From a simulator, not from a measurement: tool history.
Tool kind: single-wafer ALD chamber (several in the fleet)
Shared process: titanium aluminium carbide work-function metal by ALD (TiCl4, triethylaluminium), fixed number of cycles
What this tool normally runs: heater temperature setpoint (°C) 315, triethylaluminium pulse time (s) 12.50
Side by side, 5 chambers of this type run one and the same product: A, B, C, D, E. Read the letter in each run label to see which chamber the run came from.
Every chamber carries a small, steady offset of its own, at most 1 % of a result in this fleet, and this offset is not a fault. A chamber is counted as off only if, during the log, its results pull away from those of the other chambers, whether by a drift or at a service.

run     day  heater temperature setpoint (°C)  triethylaluminium pulse time (s)  hours since the last thermocouple change  hours since the last triethylaluminium bottle change  read-back reference wafer on the same gauge, thickness_nm  mean film thickness on the monitor wafer (Å)
 1C   0.454                               315                             12.50                                    2281.6                                                1062.3                                                     2.5098                                        21.895
 2E   0.921                               315                             12.50                                     966.3                                                 583.4                                                     2.5105                                        21.887
      0.975  -- chamber C: triethylaluminium bottle replaced
 3B   1.304                               315                             12.50                                     361.1                                                 738.6                                                     2.5110                                        21.849
      1.308  -- chamber B: triethylaluminium bottle replaced
 4D   1.812                               315                             12.50                                    1745.4                                                 259.8                                                     2.5111                                        21.931
 5A   2.221                               315                             12.50                                    1699.6                                                 159.5                                                     2.5117                                        21.761
 6C   2.850                               315                             12.50                                    2339.1                                                  45.0                                                     2.5132                                        21.877
 7A   3.354                               302                             10.72                                    1726.8                                                 186.7                                                     2.5119                                        20.317
 8B   3.729                               302                             10.72                                     419.3                                                  58.1                                                     2.5128                                        20.539
 9D   4.325                               302                             10.72                                    1805.7                                                 320.1                                                     2.5138                                        20.513
10E   4.950                               302                             10.72                                    1063.0                                                 680.1                                                     2.5130                                        20.486
11E   5.317                               302                             10.72                                    1071.8                                                 688.9                                                     2.5149                                        20.470
12C   5.704                               315                             12.50                                    2407.6                                                 113.5                                                     2.5141                                        21.886
13B   6.192                               315                             12.50                                     478.4                                                 117.2                                                     2.5157                                        21.951
14A   6.779                               301                              9.86                                    1809.0                                                 268.9                                                     2.5158                                        20.080
      7.146  -- chamber A: thermocouple changed; heater temperature recalibrated
15D   7.267                               301                              9.86                                    1876.3                                                 390.7                                                     2.5158                                        20.324
16B   7.838                               301                              9.86                                     517.9                                                 156.7                                                     2.5159                                        20.205
17C   8.271                               301                              9.86                                    2469.2                                                 175.1                                                     2.5165                                        20.260
18A   8.696                               301                              9.86                                      37.2                                                 314.9                                                     2.5179                                        20.092
19D   9.062                               315                             12.50                                    1919.4                                                 433.8                                                     2.5172                                        22.011
20E   9.579                               315                             12.50                                    1174.1                                                 791.2                                                     2.5184                                        21.970
21B   9.975                               315                             12.50                                     569.2                                                 208.0                                                     2.5173                                        21.918
22C  10.312                               315                             12.50                                    2518.2                                                 224.1                                                     2.5179                                        21.980
23D  10.621                               328                             12.50                                    1956.8                                                 471.2                                                     2.5185                                        23.178
24A  11.154                               328                             12.50                                      96.2                                                 373.9                                                     2.5184                                        22.972
     11.488  -- chamber D: thermocouple changed; heater temperature recalibrated
25E  11.588                               328                             12.50                                    1222.3                                                 839.4                                                     2.5190                                        23.110
26C  12.179                               328                             12.50                                    2563.0                                                 268.9                                                     2.5196                                        23.128
27B  12.646                               328                             12.50                                     633.3                                                 272.1                                                     2.5203                                        23.113
28D  13.054                               315                             12.50                                      37.7                                                 529.6                                                     2.5203                                        21.998
29E  13.683                               315                             12.50                                    1272.6                                                 889.7                                                     2.5217                                        22.030
30A  14.233                               315                             12.50                                     170.1                                                 447.8                                                     2.5220                                        21.800
31B  14.871                               315                             12.50                                     686.7                                                 325.5                                                     2.5214                                        21.998
32A  15.421                               315                             16.89                                     198.6                                                 476.3                                                     2.5231                                        22.003
33D  15.721                               315                             16.89                                     101.7                                                 593.6                                                     2.5215                                        22.238
34C  16.296                               315                             16.89                                    2661.8                                                 367.7                                                     2.5232                                        22.174
35E  16.825                               315                             16.89                                    1348.0                                                 965.1                                                     2.5245                                        22.308
36D  17.433                               315                             16.89                                     142.8                                                 634.7                                                     2.5238                                        22.285
37B  17.742                               315                             12.50                                     755.6                                                 394.4                                                     2.5258                                        21.998

Each of the 5 chambers runs these same settings next. Fill in every chamber's results:
38A  18.208                               315                             12.50                                                                                                                                                                                                        ?
38B  18.208                               315                             12.50                                                                                                                                                                                                        ?
38C  18.208                               315                             12.50                                                                                                                                                                                                        ?
38D  18.208                               315                             12.50                                                                                                                                                                                                        ?
38E  18.208                               315                             12.50                                                                                                                                                                                                        ?

run  mean film thickness on the monitor wafer (Å)
38A                                        21.865
38B                                        21.965
38C                                        21.996
38D                                        22.000
38E                                        22.027
